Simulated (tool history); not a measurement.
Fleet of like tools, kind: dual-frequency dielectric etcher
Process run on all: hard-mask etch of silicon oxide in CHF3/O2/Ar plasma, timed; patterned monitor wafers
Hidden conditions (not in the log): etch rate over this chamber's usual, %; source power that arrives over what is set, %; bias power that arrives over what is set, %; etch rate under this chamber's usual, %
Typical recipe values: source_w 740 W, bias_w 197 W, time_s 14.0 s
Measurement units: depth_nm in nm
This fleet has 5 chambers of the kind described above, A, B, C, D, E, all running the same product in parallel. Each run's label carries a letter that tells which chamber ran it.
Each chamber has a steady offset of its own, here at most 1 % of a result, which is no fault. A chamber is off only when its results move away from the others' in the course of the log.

run	hour	source_w	bias_w	time_s	hours since the last wet clean	hours since the last source power generator calibration	hours since the last bias power generator calibration	read-back reference wafer on the same gauge, depth_nm	depth_nm
1A	8.4	740	197	14.0	441.6	1169.2	562.3	34.692	30.931
2C	20.4	740	197	14.0	167.8	2161.6	452.1	34.676	31.016
3E	30.9	740	197	14.0	380.5	981.8	562.1	34.676	30.699
4D	42.2	740	197	14.0	201.5	2427.6	663.7	34.680	30.914
5B	53.2	740	197	14.0	338.8	2722.1	1844.8	34.661	30.436
6E	60.3	740	166	12.5	409.9	1011.2	591.5	34.667	25.899
7C	71.6	740	166	12.5	219.0	2212.8	503.3	34.654	26.148
# hour 74.4: chamber A: wet clean of the chamber
8A	78.9	740	166	12.5	4.6	1239.7	632.8	34.650	26.038
9D	86.0	740	166	12.5	245.3	2471.4	707.5	34.644	26.074
10B	100.3	740	166	12.5	385.9	2769.2	1891.9	34.644	25.705
11A	108.3	740	197	14.0	34.0	1269.1	662.2	34.637	30.867
# hour 115.7: chamber E: wet clean of the chamber
12C	119.6	740	197	14.0	267.0	2260.8	551.3	34.610	30.953
13B	126.9	740	197	14.0	412.5	2795.8	1918.5	34.613	30.625
14D	138.9	740	197	14.0	298.2	2524.3	760.4	34.612	30.760
# hour 139.1: chamber B: source power generator calibrated
15E	145.9	740	197	14.0	30.2	1096.8	677.1	34.605	30.652
16C	159.3	740	197	14.0	306.7	2300.5	591.0	34.607	30.991
17B	170.3	740	197	14.0	455.9	31.3	1961.9	34.578	30.557
# hour 180.7: chamber C: wet clean of the chamber
18D	180.9	740	197	14.0	340.2	2566.3	802.4	34.579	30.785
19E	189.1	740	197	14.0	73.4	1140.0	720.3	34.593	30.684
20A	199.3	740	197	14.0	125.0	1360.1	753.2	34.584	30.867
# hour 204.3: chamber D: wet clean of the chamber
21E	206.2	740	197	14.0	90.5	1157.1	737.4	34.586	30.554
22D	215.9	740	197	14.0	11.7	2601.3	837.4	34.563	30.663
23C	226.3	740	197	14.0	45.6	2367.5	658.0	34.567	30.939
24A	239.3	740	197	14.0	165.0	1400.1	793.2	34.545	30.790
# hour 244.1: chamber B: wet clean of the chamber
25B	253.6	740	197	14.0	9.6	114.6	2045.2	34.539	30.423
26C	267.5	680	197	14.0	86.8	2408.7	699.2	34.523	29.958
27D	279.0	680	197	14.0	74.8	2664.4	900.5	34.515	29.755
28B	293.6	680	197	14.0	49.6	154.6	2085.2	34.532	29.471
29A	306.4	680	197	14.0	232.1	1467.2	860.3	34.513	29.730
30E	318.2	680	197	14.0	202.5	1269.1	849.4	34.504	29.612
31E	324.7	740	197	14.0	209.0	1275.6	855.9	34.507	30.563
32D	335.4	740	197	14.0	131.2	2720.8	956.9	34.483	30.715
33C	343.4	740	197	14.0	162.7	2484.6	775.1	34.485	30.835
34A	355.0	740	197	14.0	280.7	1515.8	908.9	34.466	30.722
35B	361.7	740	197	14.0	117.7	222.7	2153.3	34.490	30.464
36C	368.8	740	197	14.0	188.1	2510.0	800.5	34.476	30.857

One chamber off, gauge drift, or nothing amiss beyond the chambers' own small offsets? If it is a chamber, which one, and what is the likeliest cause?

No chamber is off; the gauge reading every chamber's wafers drifts, which makes the whole fleet appear to move together.
Cause: gauge reads low (%) = 0.687.

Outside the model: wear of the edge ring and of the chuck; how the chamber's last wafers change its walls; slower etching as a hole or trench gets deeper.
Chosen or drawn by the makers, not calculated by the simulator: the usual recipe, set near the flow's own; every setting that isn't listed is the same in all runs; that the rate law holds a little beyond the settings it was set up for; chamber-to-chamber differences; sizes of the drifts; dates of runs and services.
